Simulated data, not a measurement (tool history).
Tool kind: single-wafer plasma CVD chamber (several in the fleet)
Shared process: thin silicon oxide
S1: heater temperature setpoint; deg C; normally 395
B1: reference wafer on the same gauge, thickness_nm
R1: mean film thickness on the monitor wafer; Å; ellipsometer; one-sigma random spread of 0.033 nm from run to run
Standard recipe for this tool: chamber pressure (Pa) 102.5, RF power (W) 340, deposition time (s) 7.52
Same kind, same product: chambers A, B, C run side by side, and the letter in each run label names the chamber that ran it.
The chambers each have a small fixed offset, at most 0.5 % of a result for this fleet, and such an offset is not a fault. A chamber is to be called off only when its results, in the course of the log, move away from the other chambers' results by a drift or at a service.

Run 1C, hour 6.9: usual settings; B1 13.093. Result: R1 139.79 Å.
Run 2A, hour 12.8: usual settings; B1 13.095. Result: R1 139.32 Å.
Run 3B, hour 21.3: usual settings; B1 13.091. Result: R1 140.24 Å.
Run 4B, hour 27.5: usual settings; B1 13.101. Result: R1 140.41 Å.
Run 5A, hour 33.8: usual settings; B1 13.1. Result: R1 140.03 Å.
Run 6C, hour 43.3: usual settings; B1 13.107. Result: R1 138.86 Å.
Run 7B, hour 52.4: usual settings; B1 13.104. Result: R1 139.9 Å.
Run 8A, hour 59: usual settings; B1 13.102. Result: R1 139.44 Å.
Run 9C, hour 63.9: usual settings; B1 13.098. Result: R1 139.06 Å.
Run 10A, hour 70.7: usual settings; B1 13.097. Result: R1 139.68 Å.
Run 11B, hour 77: usual settings; B1 13.105. Result: R1 140.51 Å.
Run 12C, hour 86.2: usual settings; B1 13.098. Result: R1 138.62 Å.
Run 13B, hour 96.2: usual settings but deposition time (s) 8.83; B1 13.099. Result: R1 164.99 Å.
At hour 100.3: chamber A: thermocouple changed; heater temperature recalibrated.
Run 14C, hour 106.8: usual settings but deposition time (s) 8.83; B1 13.097. Result: R1 161.04 Å.
Run 15A, hour 115.6: usual settings but deposition time (s) 8.83; B1 13.101. Result: R1 163.96 Å.
Run 16B, hour 125.8: usual settings; B1 13.097. Result: R1 139.96 Å.
Run 17C, hour 131.7: usual settings; B1 13.094. Result: R1 136.32 Å.
Run 18A, hour 138.1: usual settings; B1 13.1. Result: R1 139.62 Å.
Run 19C, hour 143.6: usual settings but RF power (W) 315; B1 13.094. Result: R1 131.8 Å.
Run 20A, hour 152.3: usual settings but RF power (W) 315; B1 13.098. Result: R1 135.54 Å.
Run 21B, hour 158.3: usual settings but RF power (W) 315; B1 13.103. Result: R1 136.63 Å.
Run 22C, hour 168.8: usual settings; B1 13.099. Result: R1 136.22 Å.
Run 23A, hour 177.2: usual settings but chamber pressure (Pa) 122.5; B1 13.105. Result: R1 163.01 Å.
Run 24B, hour 187: usual settings but chamber pressure (Pa) 122.5; B1 13.098. Result: R1 164.43 Å.
Run 25A, hour 193.9: usual settings but chamber pressure (Pa) 122.5; B1 13.097. Result: R1 162.68 Å.

The same settings go to every chamber for the next run, one line per chamber below. Forecast the results for each:
Run 26A, hour 201.5: usual settings. Result: R1 ?.
Run 26B, hour 201.5: usual settings. Result: R1 ?.
Run 26C, hour 201.5: usual settings. Result: R1 ?.

run      R1
26A  139.38
26B  140.08
26C  134.67
